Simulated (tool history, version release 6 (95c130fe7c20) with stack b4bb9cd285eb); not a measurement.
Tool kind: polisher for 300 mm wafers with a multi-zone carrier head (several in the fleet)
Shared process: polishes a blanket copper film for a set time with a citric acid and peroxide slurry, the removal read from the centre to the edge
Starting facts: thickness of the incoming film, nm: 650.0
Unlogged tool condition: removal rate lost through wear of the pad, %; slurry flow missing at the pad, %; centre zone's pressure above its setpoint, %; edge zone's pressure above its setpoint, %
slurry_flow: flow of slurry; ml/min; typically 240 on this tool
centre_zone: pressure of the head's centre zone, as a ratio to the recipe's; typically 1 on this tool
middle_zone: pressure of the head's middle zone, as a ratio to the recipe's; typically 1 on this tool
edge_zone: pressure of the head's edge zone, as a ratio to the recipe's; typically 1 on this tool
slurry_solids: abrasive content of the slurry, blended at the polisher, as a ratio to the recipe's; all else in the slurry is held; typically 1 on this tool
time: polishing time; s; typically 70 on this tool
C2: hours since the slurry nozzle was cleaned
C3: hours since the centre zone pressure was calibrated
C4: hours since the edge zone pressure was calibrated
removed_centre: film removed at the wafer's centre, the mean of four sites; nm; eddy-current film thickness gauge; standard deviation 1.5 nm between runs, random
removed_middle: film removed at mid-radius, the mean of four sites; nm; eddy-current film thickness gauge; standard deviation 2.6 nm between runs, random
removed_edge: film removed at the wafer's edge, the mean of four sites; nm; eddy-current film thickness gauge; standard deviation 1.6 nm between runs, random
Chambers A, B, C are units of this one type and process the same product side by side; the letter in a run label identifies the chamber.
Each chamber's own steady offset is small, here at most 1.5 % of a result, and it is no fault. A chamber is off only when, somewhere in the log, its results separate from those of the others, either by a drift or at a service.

run 1C hour=7.8 | slurry_flow=240 centre_zone=1 middle_zone=1 edge_zone=1 slurry_solids=1 time=70 | wafers_polished_on_this_pad=545 C2=192.7 C3=506.3 C4=379.2 | removed_centre=203.28 removed_middle=203.45 removed_edge=209.23
-- hour=9.8 chamber B: worn pad replaced by a new one
-- hour=12.2 chamber B: slurry nozzle cleaned
run 2B hour=14.5 | slurry_flow=240 centre_zone=1 middle_zone=1 edge_zone=1 slurry_solids=1 time=70 | wafers_polished_on_this_pad=31 C2=2.4 C3=100.1 C4=547.7 | removed_centre=207.39 removed_middle=204.61 removed_edge=208.8
run 3A hour=21.4 | slurry_flow=240 centre_zone=1 middle_zone=1 edge_zone=1 slurry_solids=1 time=70 | wafers_polished_on_this_pad=259 C2=444.3 C3=562.1 C4=180 | removed_centre=207.69 removed_middle=207.81 removed_edge=205.78
run 4A hour=30 | slurry_flow=240 centre_zone=1 middle_zone=1 edge_zone=1 slurry_solids=1 time=70 | wafers_polished_on_this_pad=317 C2=452.9 C3=570.7 C4=188.6 | removed_centre=203.99 removed_middle=206.22 removed_edge=204.18
run 5C hour=41.9 | slurry_flow=240 centre_zone=1 middle_zone=1 edge_zone=1 slurry_solids=1 time=70 | wafers_polished_on_this_pad=772 C2=226.8 C3=540.4 C4=413.3 | removed_centre=203.05 removed_middle=203.8 removed_edge=206.24
run 6B hour=54.3 | slurry_flow=240 centre_zone=1 middle_zone=1 edge_zone=1 slurry_solids=1 time=70 | wafers_polished_on_this_pad=297 C2=42.2 C3=139.9 C4=587.5 | removed_centre=206.55 removed_middle=200.47 removed_edge=205.48
run 7B hour=65.1 | slurry_flow=240 centre_zone=1 middle_zone=1 edge_zone=1 slurry_solids=1.2 time=70 | wafers_polished_on_this_pad=369 C2=53 C3=150.7 C4=598.3 | removed_centre=215.23 removed_middle=214.4 removed_edge=212.45
run 8A hour=71.3 | slurry_flow=240 centre_zone=1 middle_zone=1 edge_zone=1 slurry_solids=1.2 time=70 | wafers_polished_on_this_pad=592 C2=494.2 C3=612 C4=229.9 | removed_centre=210.98 removed_middle=216.85 removed_edge=213.76
run 9C hour=77.8 | slurry_flow=240 centre_zone=1 middle_zone=1 edge_zone=1 slurry_solids=1.2 time=70 | wafers_polished_on_this_pad=1012 C2=262.7 C3=576.3 C4=449.2 | removed_centre=209.87 removed_middle=206.56 removed_edge=215.07
run 10C hour=84.6 | slurry_flow=240 centre_zone=1 middle_zone=1 edge_zone=1 slurry_solids=1 time=70 | wafers_polished_on_this_pad=1057 C2=269.5 C3=583.1 C4=456 | removed_centre=203.36 removed_middle=200.86 removed_edge=202.37
-- hour=85.9 chamber A: worn pad replaced by a new one
run 11A hour=95.8 | slurry_flow=240 centre_zone=1 middle_zone=1 edge_zone=1 slurry_solids=1 time=70 | wafers_polished_on_this_pad=66 C2=518.7 C3=636.5 C4=254.4 | removed_centre=204.96 removed_middle=209.05 removed_edge=206.52
run 12B hour=105.4 | slurry_flow=240 centre_zone=1 middle_zone=1 edge_zone=1 slurry_solids=1 time=70 | wafers_polished_on_this_pad=638 C2=93.3 C3=191 C4=638.6 | removed_centre=209.81 removed_middle=203.36 removed_edge=205.56
-- hour=105.8 chamber B: worn pad replaced by a new one
run 13B hour=114 | slurry_flow=240 centre_zone=1 middle_zone=1 edge_zone=1.05 slurry_solids=1 time=70 | wafers_polished_on_this_pad=55 C2=101.9 C3=199.6 C4=647.2 | removed_centre=206.51 removed_middle=206.51 removed_edge=212.21
run 14C hour=120.4 | slurry_flow=240 centre_zone=1 middle_zone=1 edge_zone=1.05 slurry_solids=1 time=70 | wafers_polished_on_this_pad=1296 C2=305.3 C3=618.9 C4=491.8 | removed_centre=197.39 removed_middle=200.58 removed_edge=206.08
run 15A hour=126.7 | slurry_flow=240 centre_zone=1 middle_zone=1 edge_zone=1.05 slurry_solids=1 time=70 | wafers_polished_on_this_pad=272 C2=549.6 C3=667.4 C4=285.3 | removed_centre=205.2 removed_middle=208.25 removed_edge=209.71
-- hour=129.4 chamber A: slurry nozzle cleaned
run 16A hour=137.3 | slurry_flow=240 centre_zone=1 middle_zone=1 edge_zone=1 slurry_solids=1 time=70 | wafers_polished_on_this_pad=343 C2=8 C3=678 C4=295.9 | removed_centre=203.02 removed_middle=205.19 removed_edge=205.26
-- hour=145.1 chamber B: edge zone pressure recalibrated
run 17C hour=146.6 | slurry_flow=240 centre_zone=1 middle_zone=1 edge_zone=1 slurry_solids=1 time=70 | wafers_polished_on_this_pad=1471 C2=331.5 C3=645.1 C4=518 | removed_centre=195.62 removed_middle=197.41 removed_edge=198.22
run 18B hour=155.1 | slurry_flow=240 centre_zone=1 middle_zone=1 edge_zone=1 slurry_solids=1 time=70 | wafers_polished_on_this_pad=329 C2=143 C3=240.7 C4=10.1 | removed_centre=207.65 removed_middle=203.69 removed_edge=206.05
run 19A hour=165.4 | slurry_flow=240 centre_zone=1 middle_zone=1 edge_zone=1 slurry_solids=1 time=70 | wafers_polished_on_this_pad=531 C2=36.1 C3=706.1 C4=324 | removed_centre=204.8 removed_middle=212.62 removed_edge=205.46
run 20B hour=177.1 | slurry_flow=240 centre_zone=1 middle_zone=1 edge_zone=1 slurry_solids=1 time=70 | wafers_polished_on_this_pad=476 C2=165 C3=262.7 C4=32.1 | removed_centre=208.69 removed_middle=202.6 removed_edge=205.79
-- hour=183.8 chamber C: slurry nozzle cleaned
run 21C hour=185.4 | slurry_flow=240 centre_zone=1 middle_zone=1 edge_zone=1 slurry_solids=1 time=70 | wafers_polished_on_this_pad=1730 C2=1.7 C3=683.9 C4=556.8 | removed_centre=192.31 removed_middle=190.52 removed_edge=194.81
-- hour=188.6 chamber A: worn pad replaced by a new one
run 22C hour=194.7 | slurry_flow=240 centre_zone=1 middle_zone=1 edge_zone=1 slurry_solids=1 time=70 | wafers_polished_on_this_pad=1792 C2=11 C3=693.2 C4=566.1 | removed_centre=191.67 removed_middle=191.78 removed_edge=194.17
run 23A hour=205.8 | slurry_flow=240 centre_zone=1 middle_zone=1 edge_zone=1 slurry_solids=1 time=70 | wafers_polished_on_this_pad=115 C2=76.5 C3=746.5 C4=364.4 | removed_centre=205.93 removed_middle=206.32 removed_edge=204.32

Is one chamber off against the others, does the gauge drift, or is nothing wrong? If a chamber is off, say which, and what the likeliest cause is.

Little by little, chamber C moves away from the other chambers.
What lies behind it: removal rate lost through wear of the pad, % = 7.69.

Below are 4 candidate recipes for chamber C's next run, each the usual settings with a change, their results shown as question marks. Which of them brings C's results back in line with what the other chambers give on the usual settings?
In line means no further than this from the other chambers' mean on the usual settings: removed_centre 5.1 nm; removed_middle 9.1 nm; removed_edge 5.8 nm
run 24C-1 hour=214.9 | slurry_flow=235 centre_zone=0.99 middle_zone=0.99 edge_zone=1 slurry_solids=1 time=65 | removed_centre=? removed_middle=? removed_edge=?
run 24C-2 hour=214.9 | slurry_flow=245 centre_zone=1.01 middle_zone=1.01 edge_zone=0.99 slurry_solids=1 time=76 | removed_centre=? removed_middle=? removed_edge=?
run 24C-3 hour=214.9 | slurry_flow=235 centre_zone=0.97 middle_zone=0.99 edge_zone=1.01 slurry_solids=1 time=60 | removed_centre=? removed_middle=? removed_edge=?
run 24C-4 hour=214.9 | slurry_flow=245 centre_zone=1.03 middle_zone=1.01 edge_zone=0.99 slurry_solids=1.05 time=81 | removed_centre=? removed_middle=? removed_edge=?

Usual-settings mean across the other chambers: removed_centre 206.18 nm; removed_middle 205.72 nm; removed_edge 205.66 nm
run=24C-1 removed_centre=171.5 removed_middle=172.5 removed_edge=176.42
run=24C-2 removed_centre=206.22 removed_middle=206.5 removed_edge=205.91
run=24C-3 removed_centre=154.75 removed_middle=159.25 removed_edge=163.71
run=24C-4 removed_centre=226.99 removed_middle=222.38 removed_edge=221.77
It is 24C-2 that realigns the chamber with its peers.
